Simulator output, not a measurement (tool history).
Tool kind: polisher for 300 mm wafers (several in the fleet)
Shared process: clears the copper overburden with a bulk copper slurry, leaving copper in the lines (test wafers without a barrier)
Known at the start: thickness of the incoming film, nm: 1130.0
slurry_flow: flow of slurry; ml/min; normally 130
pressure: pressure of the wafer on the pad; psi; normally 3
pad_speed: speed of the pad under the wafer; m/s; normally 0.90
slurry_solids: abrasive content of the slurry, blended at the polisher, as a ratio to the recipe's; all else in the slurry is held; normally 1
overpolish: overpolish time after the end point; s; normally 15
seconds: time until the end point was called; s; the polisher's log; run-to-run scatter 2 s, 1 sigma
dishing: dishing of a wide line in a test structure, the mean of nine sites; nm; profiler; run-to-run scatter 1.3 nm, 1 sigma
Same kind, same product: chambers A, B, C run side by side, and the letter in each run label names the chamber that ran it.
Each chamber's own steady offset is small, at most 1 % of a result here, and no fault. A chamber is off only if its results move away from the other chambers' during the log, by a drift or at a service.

-- hour=0.1 chamber C: head pressure recalibrated
run 1C hour=4.1 | slurry_flow=130 pressure=3 pad_speed=0.90 slurry_solids=1 overpolish=15 | seconds=143.77 dishing=69.475
run 2B hour=8.3 | slurry_flow=130 pressure=3 pad_speed=0.90 slurry_solids=1 overpolish=15 | seconds=142.52 dishing=65.797
run 3A hour=10.2 | slurry_flow=130 pressure=3 pad_speed=0.90 slurry_solids=1 overpolish=15 | seconds=146.64 dishing=68.908
run 4C hour=12.5 | slurry_flow=130 pressure=3 pad_speed=0.90 slurry_solids=1 overpolish=15 | seconds=145.37 dishing=65.967
run 5A hour=14.7 | slurry_flow=130 pressure=3 pad_speed=0.90 slurry_solids=1 overpolish=15 | seconds=141.25 dishing=70.573
-- hour=16.7 chamber A: slurry blender recalibrated
run 6B hour=17.0 | slurry_flow=130 pressure=3 pad_speed=0.90 slurry_solids=1 overpolish=15 | seconds=145.42 dishing=68.674
run 7C hour=20.1 | slurry_flow=130 pressure=3 pad_speed=0.90 slurry_solids=1 overpolish=15 | seconds=145.34 dishing=67.123
run 8B hour=22.6 | slurry_flow=130 pressure=3 pad_speed=0.90 slurry_solids=1 overpolish=15 | seconds=145.22 dishing=70.135
run 9A hour=25.4 | slurry_flow=130 pressure=3 pad_speed=0.90 slurry_solids=1 overpolish=15 | seconds=142.69 dishing=68.420
-- hour=26.9 chamber C: slurry blender recalibrated
run 10C hour=27.4 | slurry_flow=130 pressure=3 pad_speed=0.90 slurry_solids=1 overpolish=15 | seconds=147.45 dishing=71.872
run 11B hour=30.3 | slurry_flow=130 pressure=3 pad_speed=0.90 slurry_solids=1 overpolish=15 | seconds=143.92 dishing=67.916
run 12A hour=32.2 | slurry_flow=130 pressure=3 pad_speed=0.90 slurry_solids=1 overpolish=15 | seconds=147.58 dishing=69.234
run 13B hour=36.1 | slurry_flow=130 pressure=3 pad_speed=0.90 slurry_solids=1 overpolish=15 | seconds=142.74 dishing=67.169
run 14A hour=40.1 | slurry_flow=130 pressure=3 pad_speed=0.62 slurry_solids=1 overpolish=19 | seconds=212.31 dishing=60.445
-- hour=41.7 chamber A: worn pad replaced by a new one
run 15C hour=43.0 | slurry_flow=130 pressure=3 pad_speed=0.62 slurry_solids=1 overpolish=19 | seconds=205.70 dishing=63.502
-- hour=45.7 chamber B: worn pad replaced by a new one
run 16A hour=45.8 | slurry_flow=130 pressure=3 pad_speed=0.62 slurry_solids=1 overpolish=19 | seconds=207.96 dishing=62.113
run 17C hour=47.7 | slurry_flow=130 pressure=3 pad_speed=0.90 slurry_solids=1 overpolish=15 | seconds=144.18 dishing=70.584
-- hour=48.4 chamber B: slurry blender recalibrated
-- hour=49.2 chamber B: slurry nozzle cleaned
run 18B hour=49.8 | slurry_flow=130 pressure=3 pad_speed=0.90 slurry_solids=1 overpolish=15 | seconds=145.16 dishing=70.733
run 19C hour=53.5 | slurry_flow=130 pressure=3 pad_speed=0.90 slurry_solids=1 overpolish=15 | seconds=145.09 dishing=69.144
run 20A hour=55.6 | slurry_flow=130 pressure=3 pad_speed=0.90 slurry_solids=1 overpolish=15 | seconds=143.88 dishing=70.863
run 21B hour=58.5 | slurry_flow=130 pressure=3 pad_speed=0.90 slurry_solids=1 overpolish=15 | seconds=143.29 dishing=70.820
run 22B hour=62.3 | slurry_flow=130 pressure=3 pad_speed=0.90 slurry_solids=1 overpolish=15 | seconds=145.75 dishing=67.581
run 23C hour=65.7 | slurry_flow=130 pressure=3 pad_speed=0.90 slurry_solids=1 overpolish=15 | seconds=142.07 dishing=68.910
run 24A hour=68.2 | slurry_flow=130 pressure=3 pad_speed=0.90 slurry_solids=1 overpolish=15 | seconds=142.59 dishing=68.817
run 25A hour=71.8 | slurry_flow=130 pressure=3 pad_speed=0.90 slurry_solids=1 overpolish=15 | seconds=146.25 dishing=68.608
run 26C hour=75.7 | slurry_flow=130 pressure=3 pad_speed=0.90 slurry_solids=1 overpolish=15 | seconds=147.92 dishing=68.982

Does one chamber stand apart from the rest, does the shared gauge drift, or is all well apart from small per-chamber offsets? Give the chamber and the most likely cause, where there is one.

Nothing is wrong: each chamber keeps only its own small, steady offset and the gauge holds still.

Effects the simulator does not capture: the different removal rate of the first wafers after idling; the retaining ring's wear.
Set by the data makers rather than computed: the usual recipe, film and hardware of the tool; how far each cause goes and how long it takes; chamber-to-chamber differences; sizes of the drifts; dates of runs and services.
